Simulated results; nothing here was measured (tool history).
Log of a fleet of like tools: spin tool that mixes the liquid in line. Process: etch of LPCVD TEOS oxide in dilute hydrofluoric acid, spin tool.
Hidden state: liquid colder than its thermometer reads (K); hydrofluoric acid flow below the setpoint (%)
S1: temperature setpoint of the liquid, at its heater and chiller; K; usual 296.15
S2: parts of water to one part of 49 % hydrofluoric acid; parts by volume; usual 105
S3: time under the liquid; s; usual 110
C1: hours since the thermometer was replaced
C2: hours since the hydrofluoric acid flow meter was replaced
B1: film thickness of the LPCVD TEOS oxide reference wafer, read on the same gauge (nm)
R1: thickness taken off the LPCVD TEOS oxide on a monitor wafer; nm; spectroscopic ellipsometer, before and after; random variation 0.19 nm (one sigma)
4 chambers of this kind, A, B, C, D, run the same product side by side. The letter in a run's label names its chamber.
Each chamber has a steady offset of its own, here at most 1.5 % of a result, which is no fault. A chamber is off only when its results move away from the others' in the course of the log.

{"run": "1D", "hour": 12.1, "S1": 296.15, "S2": 105, "S3": 110, "C1": 15.7, "C2": 1168.6, "B1": 89.999, "R1": 28.402}
{"run": "2A", "hour": 19.9, "S1": 296.15, "S2": 105, "S3": 110, "C1": 226.6, "C2": 947.1, "B1": 89.989, "R1": 28.687}
{"run": "3B", "hour": 28.0, "S1": 296.15, "S2": 105, "S3": 110, "C1": 845.6, "C2": 235.6, "B1": 89.984, "R1": 28.799}
{"run": "4C", "hour": 43.3, "S1": 296.15, "S2": 105, "S3": 110, "C1": 1027.4, "C2": 351.3, "B1": 89.989, "R1": 28.081}
{"run": "5C", "hour": 58.9, "S1": 296.15, "S2": 105, "S3": 110, "C1": 1043.0, "C2": 366.9, "B1": 89.985, "R1": 28.252}
{"run": "6A", "hour": 74.8, "S1": 296.15, "S2": 105, "S3": 110, "C1": 281.5, "C2": 1002.0, "B1": 90.0, "R1": 28.409}
{"run": "7D", "hour": 89.8, "S1": 296.15, "S2": 105, "S3": 110, "C1": 93.4, "C2": 1246.3, "B1": 90.006, "R1": 28.333}
{"run": "8B", "hour": 104.0, "S1": 296.15, "S2": 105, "S3": 110, "C1": 921.6, "C2": 311.6, "B1": 90.002, "R1": 28.755}
{"run": "9A", "hour": 118.5, "S1": 296.15, "S2": 105, "S3": 110, "C1": 325.2, "C2": 1045.7, "B1": 89.988, "R1": 28.463}
{"run": "10B", "hour": 129.7, "S1": 296.15, "S2": 105, "S3": 110, "C1": 947.3, "C2": 337.3, "B1": 89.991, "R1": 28.764}
{"run": "11C", "hour": 144.6, "S1": 296.15, "S2": 105, "S3": 110, "C1": 1128.7, "C2": 452.6, "B1": 89.996, "R1": 28.491}
{"run": "12D", "hour": 156.3, "S1": 296.15, "S2": 105, "S3": 110, "C1": 159.9, "C2": 1312.8, "B1": 90.005, "R1": 28.373}
{"run": "13A", "hour": 166.0, "S1": 296.15, "S2": 85, "S3": 110, "C1": 372.7, "C2": 1093.2, "B1": 90.004, "R1": 36.234}
{"run": "14D", "hour": 175.3, "S1": 296.15, "S2": 85, "S3": 110, "C1": 178.9, "C2": 1331.8, "B1": 89.996, "R1": 35.625}
{"run": "15C", "hour": 187.4, "S1": 296.15, "S2": 85, "S3": 110, "C1": 1171.5, "C2": 495.4, "B1": 90.032, "R1": 35.632}
{"run": "16B", "hour": 201.3, "S1": 296.15, "S2": 85, "S3": 110, "C1": 1018.9, "C2": 408.9, "B1": 90.017, "R1": 35.1}
{"run": "17B", "hour": 210.0, "S1": 296.15, "S2": 105, "S3": 110, "C1": 1027.6, "C2": 417.6, "B1": 89.995, "R1": 27.893}
{"run": "18D", "hour": 220.0, "S1": 296.15, "S2": 105, "S3": 110, "C1": 223.6, "C2": 1376.5, "B1": 90.009, "R1": 28.27}
{"run": "19C", "hour": 233.4, "S1": 296.15, "S2": 105, "S3": 110, "C1": 1217.5, "C2": 541.4, "B1": 89.997, "R1": 28.243}
{"run": "20A", "hour": 245.5, "S1": 296.15, "S2": 105, "S3": 110, "C1": 452.2, "C2": 1172.7, "B1": 89.997, "R1": 28.442}
{"run": "21A", "hour": 255.7, "S1": 296.15, "S2": 105, "S3": 110, "C1": 462.4, "C2": 1182.9, "B1": 89.996, "R1": 28.477}
{"run": "22D", "hour": 271.5, "S1": 296.15, "S2": 140, "S3": 50, "C1": 275.1, "C2": 1428.0, "B1": 90.01, "R1": 9.3573}
{"run": "23C", "hour": 281.9, "S1": 296.15, "S2": 140, "S3": 50, "C1": 1266.0, "C2": 589.9, "B1": 90.023, "R1": 9.2254}
{"run": "24B", "hour": 292.6, "S1": 296.15, "S2": 140, "S3": 50, "C1": 1110.2, "C2": 500.2, "B1": 89.969, "R1": 8.8898}
{"run": "25B", "hour": 306.8, "S1": 296.15, "S2": 140, "S3": 50, "C1": 1124.4, "C2": 514.4, "B1": 89.998, "R1": 8.8625}
{"run": "26D", "hour": 318.9, "S1": 296.15, "S2": 105, "S3": 70, "C1": 322.5, "C2": 1475.4, "B1": 89.984, "R1": 17.987}
{"hour": 320.2, "done": "chamber C: thermometer replaced"}
{"run": "27A", "hour": 331.9, "S1": 296.15, "S2": 105, "S3": 70, "C1": 538.6, "C2": 1259.1, "B1": 89.995, "R1": 18.18}
{"run": "28C", "hour": 341.8, "S1": 296.15, "S2": 105, "S3": 70, "C1": 21.6, "C2": 649.8, "B1": 89.994, "R1": 18.211}
{"run": "29B", "hour": 353.4, "S1": 296.15, "S2": 105, "S3": 70, "C1": 1171.0, "C2": 561.0, "B1": 90.023, "R1": 16.886}
{"run": "30D", "hour": 361.4, "S1": 296.15, "S2": 105, "S3": 110, "C1": 365.0, "C2": 1517.9, "B1": 90.01, "R1": 28.526}
{"run": "31C", "hour": 369.9, "S1": 296.15, "S2": 105, "S3": 110, "C1": 49.7, "C2": 677.9, "B1": 90.0, "R1": 28.355}
{"run": "32A", "hour": 380.3, "S1": 298.15, "S2": 140, "S3": 110, "C1": 587.0, "C2": 1307.5, "B1": 89.982, "R1": 22.093}

Is one chamber off against the others, does the gauge drift, or is nothing wrong? If a chamber is off, say which, and what the likeliest cause is.

Chamber B drifts away from the others.
Cause: hydrofluoric acid flow below the setpoint (%) = 8.18.
The log may not tell that from: liquid colder than its thermometer reads (K).

Here are 4 candidates for chamber B's next run, each the usual settings with a change, their results left as question marks. Which one brings its results back in line with what the others give on the usual settings?
In line means no further than this from the other chambers' mean on the usual settings: R1 0.6700 nm
{"run": "33B-1", "hour": 391.9, "S1": 296.15, "S2": 105, "S3": 120, "R1": "?"}
{"run": "33B-2", "hour": 391.9, "S1": 295.65, "S2": 110, "S3": 110, "R1": "?"}
{"run": "33B-3", "hour": 391.9, "S1": 295.65, "S2": 105, "S3": 110, "R1": "?"}
{"run": "33B-4", "hour": 391.9, "S1": 296.65, "S2": 105, "S3": 110, "R1": "?"}

The other chambers' mean on the usual settings: R1 28.4420 nm
run=33B-1 R1=28.5680
run=33B-2 R1=24.3540
run=33B-3 R1=25.6730
run=33B-4 R1=26.7090
33B-1 brings the chamber back in line.
